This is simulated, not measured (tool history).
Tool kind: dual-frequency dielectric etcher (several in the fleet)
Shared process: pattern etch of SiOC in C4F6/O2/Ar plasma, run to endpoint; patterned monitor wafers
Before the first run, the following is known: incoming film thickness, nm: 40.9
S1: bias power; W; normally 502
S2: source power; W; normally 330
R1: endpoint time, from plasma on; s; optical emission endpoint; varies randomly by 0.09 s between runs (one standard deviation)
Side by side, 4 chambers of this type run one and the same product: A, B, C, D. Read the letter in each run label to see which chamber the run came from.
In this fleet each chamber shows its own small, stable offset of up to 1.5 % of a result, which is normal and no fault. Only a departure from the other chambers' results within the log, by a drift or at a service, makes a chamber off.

Run 1B, hour 6.1: usual settings. Result: R1 14.865 s.
Run 2A, hour 15.6: usual settings. Result: R1 14.727 s.
Run 3D, hour 25.2: usual settings. Result: R1 14.634 s.
Run 4C, hour 35.8: usual settings. Result: R1 14.813 s.
At hour 39.3: chamber A: bias power generator calibrated.
Run 5D, hour 43.1: usual settings. Result: R1 14.603 s.
At hour 48.2: chamber B: bias power generator calibrated.
Run 6A, hour 51.6: usual settings. Result: R1 14.908 s.
Run 7B, hour 57.6: usual settings. Result: R1 14.763 s.
At hour 62.8: chamber B: wet clean of the chamber.
Run 8C, hour 68.3: usual settings. Result: R1 14.787 s.
Run 9D, hour 75.1: usual settings. Result: R1 14.553 s.
Run 10C, hour 83.2: usual settings. Result: R1 14.707 s.
At hour 83.3: chamber C: wet clean of the chamber.
Run 11B, hour 91.8: usual settings. Result: R1 14.946 s.
Run 12A, hour 97.5: usual settings but S1 615 W, S2 380 W. Result: R1 13.008 s.
Run 13C, hour 108.1: usual settings but S1 615 W, S2 380 W. Result: R1 13.135 s.
Run 14A, hour 113.3: usual settings but S1 615 W, S2 380 W. Result: R1 12.797 s.
Run 15B, hour 122.7: usual settings but S1 615 W, S2 380 W. Result: R1 12.933 s.
Run 16D, hour 132.0: usual settings but S1 405 W, S2 300 W. Result: R1 16.361 s.
Run 17D, hour 141.3: usual settings but S1 405 W, S2 300 W. Result: R1 16.289 s.
Run 18B, hour 148.4: usual settings but S1 405 W, S2 300 W. Result: R1 16.515 s.
Run 19A, hour 159.5: usual settings but S1 405 W, S2 300 W. Result: R1 16.515 s.
At hour 162.8: chamber D: wet clean of the chamber.
Run 20C, hour 170.7: usual settings but S1 562 W, S2 380 W. Result: R1 13.383 s.
Run 21B, hour 181.4: usual settings but S1 562 W, S2 380 W. Result: R1 13.544 s.
Run 22A, hour 190.9: usual settings but S1 562 W, S2 380 W. Result: R1 13.432 s.
Run 23C, hour 197.5: usual settings but S1 562 W, S2 380 W. Result: R1 13.393 s.
Run 24D, hour 208.1: usual settings. Result: R1 14.590 s.

Predict what each chamber gives when all 4 of them run the settings below next.
Run 25A, hour 216.3: usual settings but S2 260 W. Result: R1 ?.
Run 25B, hour 216.3: usual settings but S2 260 W. Result: R1 ?.
Run 25C, hour 216.3: usual settings but S2 260 W. Result: R1 ?.
Run 25D, hour 216.3: usual settings but S2 260 W. Result: R1 ?.

run      R1
25A  16.119
25B  16.088
25C  16.182
25D  15.770
